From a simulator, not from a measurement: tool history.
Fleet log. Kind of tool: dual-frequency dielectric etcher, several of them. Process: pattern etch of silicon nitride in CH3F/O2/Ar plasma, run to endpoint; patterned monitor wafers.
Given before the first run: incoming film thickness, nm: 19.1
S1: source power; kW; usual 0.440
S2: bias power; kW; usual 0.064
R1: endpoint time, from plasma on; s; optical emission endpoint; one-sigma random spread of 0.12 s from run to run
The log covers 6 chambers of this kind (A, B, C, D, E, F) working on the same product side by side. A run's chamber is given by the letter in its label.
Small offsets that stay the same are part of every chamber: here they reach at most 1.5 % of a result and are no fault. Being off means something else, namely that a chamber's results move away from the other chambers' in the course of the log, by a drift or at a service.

{"run": "1A", "hour": 11.1, "S1": 0.44, "S2": 0.064, "R1": 27.697}
{"run": "2E", "hour": 18.8, "S1": 0.44, "S2": 0.064, "R1": 27.848}
{"hour": 22.5, "done": "chamber E: wet clean of the chamber"}
{"run": "3D", "hour": 26.2, "S1": 0.44, "S2": 0.064, "R1": 28.287}
{"run": "4F", "hour": 36.9, "S1": 0.44, "S2": 0.064, "R1": 27.611}
{"run": "5C", "hour": 50.8, "S1": 0.44, "S2": 0.064, "R1": 27.808}
{"run": "6B", "hour": 63.8, "S1": 0.44, "S2": 0.064, "R1": 27.939}
{"run": "7B", "hour": 76.2, "S1": 0.44, "S2": 0.064, "R1": 27.843}
{"run": "8A", "hour": 86.0, "S1": 0.44, "S2": 0.064, "R1": 27.641}
{"run": "9D", "hour": 94.4, "S1": 0.44, "S2": 0.064, "R1": 28.029}
{"run": "10F", "hour": 106.8, "S1": 0.44, "S2": 0.064, "R1": 27.631}
{"run": "11C", "hour": 115.0, "S1": 0.44, "S2": 0.064, "R1": 27.669}
{"run": "12E", "hour": 128.2, "S1": 0.44, "S2": 0.064, "R1": 27.929}
{"run": "13C", "hour": 139.7, "S1": 0.44, "S2": 0.064, "R1": 27.8}
{"hour": 153.3, "done": "chamber C: wet clean of the chamber"}
{"run": "14D", "hour": 153.4, "S1": 0.44, "S2": 0.064, "R1": 28.115}
{"run": "15A", "hour": 164.9, "S1": 0.44, "S2": 0.064, "R1": 27.516}
{"run": "16E", "hour": 171.4, "S1": 0.44, "S2": 0.064, "R1": 27.948}
{"run": "17F", "hour": 181.9, "S1": 0.44, "S2": 0.078, "R1": 25.566}
{"hour": 184.3, "done": "chamber F: wet clean of the chamber"}
{"run": "18B", "hour": 191.7, "S1": 0.44, "S2": 0.078, "R1": 25.969}
{"run": "19E", "hour": 202.4, "S1": 0.44, "S2": 0.078, "R1": 26.122}
{"run": "20C", "hour": 212.8, "S1": 0.44, "S2": 0.078, "R1": 25.782}
{"hour": 219.9, "done": "chamber B: bias power generator calibrated"}
{"run": "21D", "hour": 221.8, "S1": 0.44, "S2": 0.078, "R1": 26.063}
{"run": "22B", "hour": 235.3, "S1": 0.44, "S2": 0.078, "R1": 25.84}
{"run": "23A", "hour": 245.3, "S1": 0.44, "S2": 0.064, "R1": 27.75}
{"run": "24F", "hour": 254.0, "S1": 0.44, "S2": 0.064, "R1": 27.875}
{"run": "25B", "hour": 263.0, "S1": 0.44, "S2": 0.064, "R1": 27.396}
{"run": "26C", "hour": 272.2, "S1": 0.44, "S2": 0.064, "R1": 27.674}
{"run": "27F", "hour": 285.8, "S1": 0.44, "S2": 0.064, "R1": 27.817}
{"hour": 286.9, "done": "chamber D: wet clean of the chamber"}
{"run": "28E", "hour": 300.6, "S1": 0.44, "S2": 0.064, "R1": 28.042}
{"hour": 307.4, "done": "chamber A: wet clean of the chamber"}
{"run": "29D", "hour": 312.5, "S1": 0.44, "S2": 0.064, "R1": 28.023}
{"run": "30A", "hour": 319.5, "S1": 0.51, "S2": 0.064, "R1": 26.079}
{"run": "31C", "hour": 330.3, "S1": 0.51, "S2": 0.064, "R1": 26.11}
{"run": "32A", "hour": 339.2, "S1": 0.51, "S2": 0.064, "R1": 26.111}
{"run": "33E", "hour": 346.1, "S1": 0.51, "S2": 0.064, "R1": 26.367}
{"run": "34B", "hour": 355.5, "S1": 0.51, "S2": 0.064, "R1": 25.733}
{"run": "35F", "hour": 366.9, "S1": 0.51, "S2": 0.064, "R1": 26.134}
{"run": "36D", "hour": 376.3, "S1": 0.44, "S2": 0.051, "R1": 29.918}
{"run": "37E", "hour": 383.0, "S1": 0.44, "S2": 0.051, "R1": 29.949}
{"run": "38D", "hour": 396.8, "S1": 0.44, "S2": 0.051, "R1": 30.23}
{"run": "39B", "hour": 409.4, "S1": 0.44, "S2": 0.051, "R1": 29.148}
{"run": "40C", "hour": 417.8, "S1": 0.44, "S2": 0.051, "R1": 29.701}
{"hour": 422.0, "done": "chamber F: bias power generator calibrated"}
{"run": "41F", "hour": 428.1, "S1": 0.44, "S2": 0.051, "R1": 29.823}
{"run": "42A", "hour": 440.1, "S1": 0.44, "S2": 0.064, "R1": 27.954}
{"run": "43A", "hour": 452.5, "S1": 0.51, "S2": 0.057, "R1": 27.312}
{"run": "44F", "hour": 464.8, "S1": 0.51, "S2": 0.057, "R1": 27.059}

Each of the 6 chambers runs these same settings next. Fill in every chamber's results:
{"run": "45A", "hour": 475.5, "S1": 0.44, "S2": 0.064, "R1": "?"}
{"run": "45B", "hour": 475.5, "S1": 0.44, "S2": 0.064, "R1": "?"}
{"run": "45C", "hour": 475.5, "S1": 0.44, "S2": 0.064, "R1": "?"}
{"run": "45D", "hour": 475.5, "S1": 0.44, "S2": 0.064, "R1": "?"}
{"run": "45E", "hour": 475.5, "S1": 0.44, "S2": 0.064, "R1": "?"}
{"run": "45F", "hour": 475.5, "S1": 0.44, "S2": 0.064, "R1": "?"}

run=45A R1=27.850
run=45B R1=26.869
run=45C R1=27.559
run=45D R1=28.083
run=45E R1=27.955
run=45F R1=27.747
